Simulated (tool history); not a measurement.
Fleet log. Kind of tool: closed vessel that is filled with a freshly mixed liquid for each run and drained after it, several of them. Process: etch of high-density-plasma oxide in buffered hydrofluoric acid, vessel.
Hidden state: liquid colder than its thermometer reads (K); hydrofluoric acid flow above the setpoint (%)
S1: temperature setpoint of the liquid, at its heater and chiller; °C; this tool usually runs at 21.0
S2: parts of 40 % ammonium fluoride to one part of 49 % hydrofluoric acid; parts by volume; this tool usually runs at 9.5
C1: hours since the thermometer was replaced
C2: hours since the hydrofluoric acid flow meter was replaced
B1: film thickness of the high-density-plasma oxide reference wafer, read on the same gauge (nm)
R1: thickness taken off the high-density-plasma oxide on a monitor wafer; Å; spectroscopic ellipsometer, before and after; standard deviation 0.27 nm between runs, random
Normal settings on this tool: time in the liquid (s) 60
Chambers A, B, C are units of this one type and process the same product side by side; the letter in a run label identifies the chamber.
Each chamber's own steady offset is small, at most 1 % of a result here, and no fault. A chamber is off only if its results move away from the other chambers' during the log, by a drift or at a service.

run 1B hour=6.6 | S1=21.0 S2=9.5 time_in_the_liquid_(s)=60 | C1=432.4 C2=330.5 | B1=119.97 | R1=670.56
run 2A hour=10.5 | S1=21.0 S2=9.5 time_in_the_liquid_(s)=60 | C1=1109.3 C2=332.4 | B1=120.02 | R1=679.33
run 3C hour=15.5 | S1=21.0 S2=9.5 time_in_the_liquid_(s)=60 | C1=2113.6 C2=189.1 | B1=120.02 | R1=671.86
run 4C hour=20.2 | S1=21.0 S2=9.5 time_in_the_liquid_(s)=60 | C1=2118.3 C2=193.8 | B1=120.01 | R1=675.13
run 5A hour=23.8 | S1=21.0 S2=9.5 time_in_the_liquid_(s)=60 | C1=1122.6 C2=345.7 | B1=120.00 | R1=677.55
run 6B hour=27.7 | S1=21.0 S2=9.5 time_in_the_liquid_(s)=60 | C1=453.5 C2=351.6 | B1=119.99 | R1=673.83
run 7C hour=33.9 | S1=24.5 S2=7.5 time_in_the_liquid_(s)=60 | C1=2132.0 C2=207.5 | B1=119.96 | R1=1027.80
run 8A hour=38.6 | S1=24.5 S2=7.5 time_in_the_liquid_(s)=60 | C1=1137.4 C2=360.5 | B1=119.98 | R1=1039.50
run 9B hour=43.4 | S1=24.5 S2=7.5 time_in_the_liquid_(s)=60 | C1=469.2 C2=367.3 | B1=120.02 | R1=1032.40
run 10C hour=49.6 | S1=21.0 S2=9.5 time_in_the_liquid_(s)=60 | C1=2147.7 C2=223.2 | B1=120.02 | R1=674.40
run 11B hour=52.7 | S1=21.0 S2=9.5 time_in_the_liquid_(s)=60 | C1=478.5 C2=376.6 | B1=120.00 | R1=677.27
run 12A hour=58.1 | S1=21.0 S2=9.5 time_in_the_liquid_(s)=60 | C1=1156.9 C2=380.0 | B1=120.01 | R1=682.71
run 13C hour=63.5 | S1=21.0 S2=11.5 time_in_the_liquid_(s)=60 | C1=2161.6 C2=237.1 | B1=120.01 | R1=569.55
run 14A hour=68.9 | S1=21.0 S2=11.5 time_in_the_liquid_(s)=60 | C1=1167.7 C2=390.8 | B1=119.99 | R1=576.36
run 15B hour=72.9 | S1=21.0 S2=11.5 time_in_the_liquid_(s)=60 | C1=498.7 C2=396.8 | B1=120.01 | R1=568.35
run 16C hour=77.1 | S1=21.0 S2=9.5 time_in_the_liquid_(s)=60 | C1=2175.2 C2=250.7 | B1=120.02 | R1=676.22
run 17A hour=81.9 | S1=21.0 S2=9.5 time_in_the_liquid_(s)=60 | C1=1180.7 C2=403.8 | B1=119.95 | R1=682.09
run 18B hour=88.2 | S1=21.0 S2=9.5 time_in_the_liquid_(s)=60 | C1=514.0 C2=412.1 | B1=119.99 | R1=676.00
run 19B hour=92.2 | S1=21.0 S2=9.5 time_in_the_liquid_(s)=60 | C1=518.0 C2=416.1 | B1=119.99 | R1=681.23
run 20A hour=99.0 | S1=23.5 S2=7.0 time_in_the_liquid_(s)=60 | C1=1197.8 C2=420.9 | B1=119.99 | R1=1066.70
run 21C hour=103.6 | S1=23.5 S2=7.0 time_in_the_liquid_(s)=60 | C1=2201.7 C2=277.2 | B1=120.02 | R1=1047.60
run 22C hour=108.5 | S1=23.5 S2=7.0 time_in_the_liquid_(s)=60 | C1=2206.6 C2=282.1 | B1=119.98 | R1=1042.70
run 23A hour=112.6 | S1=21.0 S2=9.5 time_in_the_liquid_(s)=60 | C1=1211.4 C2=434.5 | B1=119.99 | R1=676.69
run 24B hour=117.1 | S1=21.0 S2=12.5 time_in_the_liquid_(s)=60 | C1=542.9 C2=441.0 | B1=120.01 | R1=524.90
run 25B hour=122.0 | S1=21.0 S2=12.5 time_in_the_liquid_(s)=60 | C1=547.8 C2=445.9 | B1=120.02 | R1=526.71
run 26C hour=128.1 | S1=21.0 S2=12.5 time_in_the_liquid_(s)=60 | C1=2226.2 C2=301.7 | B1=119.98 | R1=523.88
run 27A hour=132.8 | S1=21.0 S2=9.5 time_in_the_liquid_(s)=60 | C1=1231.6 C2=454.7 | B1=119.99 | R1=679.69
run 28B hour=138.9 | S1=21.0 S2=9.5 time_in_the_liquid_(s)=60 | C1=564.7 C2=462.8 | B1=120.02 | R1=675.01
run 29A hour=142.9 | S1=21.0 S2=9.5 time_in_the_liquid_(s)=60 | C1=1241.7 C2=464.8 | B1=120.03 | R1=680.61
run 30C hour=147.0 | S1=21.0 S2=9.5 time_in_the_liquid_(s)=60 | C1=2245.1 C2=320.6 | B1=119.99 | R1=679.46
run 31B hour=151.5 | S1=21.0 S2=9.5 time_in_the_liquid_(s)=60 | C1=577.3 C2=475.4 | B1=120.00 | R1=676.71
run 32A hour=156.1 | S1=21.0 S2=9.5 time_in_the_liquid_(s)=60 | C1=1254.9 C2=478.0 | B1=120.02 | R1=675.24
run 33C hour=160.6 | S1=21.0 S2=9.5 time_in_the_liquid_(s)=60 | C1=2258.7 C2=334.2 | B1=120.02 | R1=672.81
run 34B hour=164.1 | S1=21.0 S2=9.5 time_in_the_liquid_(s)=60 | C1=589.9 C2=488.0 | B1=120.00 | R1=677.11
run 35A hour=170.9 | S1=21.0 S2=9.5 time_in_the_liquid_(s)=60 | C1=1269.7 C2=492.8 | B1=120.00 | R1=675.89
run 36C hour=174.6 | S1=21.0 S2=13.0 time_in_the_liquid_(s)=30 | C1=2272.7 C2=348.2 | B1=120.03 | R1=253.71
run 37A hour=179.4 | S1=21.0 S2=13.0 time_in_the_liquid_(s)=30 | C1=1278.2 C2=501.3 | B1=119.97 | R1=253.37
run 38C hour=183.3 | S1=21.0 S2=13.0 time_in_the_liquid_(s)=30 | C1=2281.4 C2=356.9 | B1=120.02 | R1=254.54
run 39B hour=187.3 | S1=21.0 S2=9.5 time_in_the_liquid_(s)=60 | C1=613.1 C2=511.2 | B1=120.02 | R1=679.27
run 40A hour=192.4 | S1=21.0 S2=9.5 time_in_the_liquid_(s)=60 | C1=1291.2 C2=514.3 | B1=119.98 | R1=681.49
run 41B hour=195.8 | S1=21.0 S2=9.5 time_in_the_liquid_(s)=60 | C1=621.6 C2=519.7 | B1=119.99 | R1=678.71
run 42C hour=198.8 | S1=21.0 S2=9.5 time_in_the_liquid_(s)=60 | C1=2296.9 C2=372.4 | B1=119.99 | R1=677.15
run 43A hour=204.2 | S1=21.0 S2=9.5 time_in_the_liquid_(s)=60 | C1=1303.0 C2=526.1 | B1=120.02 | R1=678.43

Is one chamber out of step, is the gauge drifting, or do the chambers differ by no more than their own small offsets? For an off chamber, give its letter and the likeliest cause.

All chambers stay in line apart from their small fixed offsets, and the gauge does not drift.

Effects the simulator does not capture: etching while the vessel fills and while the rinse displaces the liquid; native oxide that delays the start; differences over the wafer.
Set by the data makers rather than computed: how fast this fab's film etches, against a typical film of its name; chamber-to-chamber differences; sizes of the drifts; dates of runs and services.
